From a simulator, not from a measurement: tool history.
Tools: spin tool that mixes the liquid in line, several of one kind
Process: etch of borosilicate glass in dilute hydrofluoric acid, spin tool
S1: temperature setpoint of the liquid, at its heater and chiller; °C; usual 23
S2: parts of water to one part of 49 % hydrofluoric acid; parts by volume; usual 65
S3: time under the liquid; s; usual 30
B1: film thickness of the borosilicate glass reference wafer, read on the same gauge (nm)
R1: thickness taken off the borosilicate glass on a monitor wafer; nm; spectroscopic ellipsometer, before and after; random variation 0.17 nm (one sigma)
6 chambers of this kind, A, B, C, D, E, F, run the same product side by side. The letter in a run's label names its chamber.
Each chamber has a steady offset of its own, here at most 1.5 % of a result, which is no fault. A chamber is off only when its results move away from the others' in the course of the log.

run	day	S1	S2	S3	B1	R1
1E	0.146	23	65	30	140.01	17.787
2F	0.367	23	65	30	140	18.194
3B	0.496	23	65	30	140	18.706
4C	0.733	23	65	30	140.01	18.01
5D	0.896	23	65	30	139.98	18.116
6A	1.125	23	65	30	140	18.414
7A	1.267	23	80	15	140	7.2666
8F	1.496	23	80	15	140	7.3575
9B	1.662	23	80	15	139.98	7.2784
10C	1.783	23	80	15	139.99	7.371
11E	2.017	23	80	15	140.01	7.194
12D	2.188	23	80	15	140.02	7.1093
13B	2.454	23	65	30	140.01	18.405
14E	2.612	23	65	30	140.02	17.8
15D	2.75	23	65	30	140	17.983
16F	3.012	23	65	30	140.01	18.736
17A	3.133	23	65	30	140	18.155
18C	3.325	23	65	30	140.01	18.21
19B	3.458	23	65	30	139.98	18.317
# day 3.588: chamber E: thermometer replaced
20A	3.629	23	65	30	139.99	18.613
21E	3.817	23	65	30	140.01	17.92
22C	3.975	23	65	30	140.01	17.989
23D	4.238	23	65	30	139.99	18.139
24F	4.433	23	65	30	139.99	18.441
25A	4.667	23	65	30	140	18.822
26D	4.892	23	65	30	140	18.02
27B	5.092	23	65	30	139.98	18.25
28F	5.242	23	55	30	140	21.87
29C	5.458	23	55	30	139.99	21.422
30E	5.583	23	55	30	139.99	21.355
31D	5.838	23	55	30	140	21.11
32A	6	23	55	30	139.99	22.711
33C	6.196	23	55	30	140	21.872
34B	6.321	23	65	30	139.99	18.617
35F	6.438	23	65	30	140	18.438
36E	6.558	23	65	30	139.99	17.982
37E	6.742	23	65	30	140.01	17.823
38A	6.9	19.5	55	30	140	19.795
39D	7.142	19.5	55	30	140.01	18.59
40F	7.396	19.5	55	30	139.99	19.168
41B	7.575	19.5	55	30	139.99	18.994
42C	7.729	19.5	55	30	140.01	18.673
43D	7.875	19.5	55	30	139.99	18.479
44C	8.096	23	65	30	139.99	17.904

Is one chamber off against the others, does the gauge drift, or is nothing wrong? If a chamber is off, say which, and what the likeliest cause is.

Chamber A drifts away from the others.
Cause: liquid hotter than its thermometer reads (K) = 1.69.
The log may not tell that from: hydrofluoric acid flow above the setpoint (%).

Here are 4 candidates for chamber A's next run, each the usual settings with a change, their results left as question marks. Which one brings its results back in line with what the others give on the usual settings?
In line means no further than this from the other chambers' mean on the usual settings: R1 0.59 nm
45A-1	8.288	23.5	65	30		?
45A-2	8.288	23	60	30		?
45A-3	8.288	21	65	30		?
45A-4	8.288	22.5	65	30		?

The other chambers' mean on the usual settings: R1 18.194 nm
run	R1
45A-1	20.065
45A-2	21.484
45A-3	18.154
45A-4	19.286
45A-3 brings the chamber back in line.

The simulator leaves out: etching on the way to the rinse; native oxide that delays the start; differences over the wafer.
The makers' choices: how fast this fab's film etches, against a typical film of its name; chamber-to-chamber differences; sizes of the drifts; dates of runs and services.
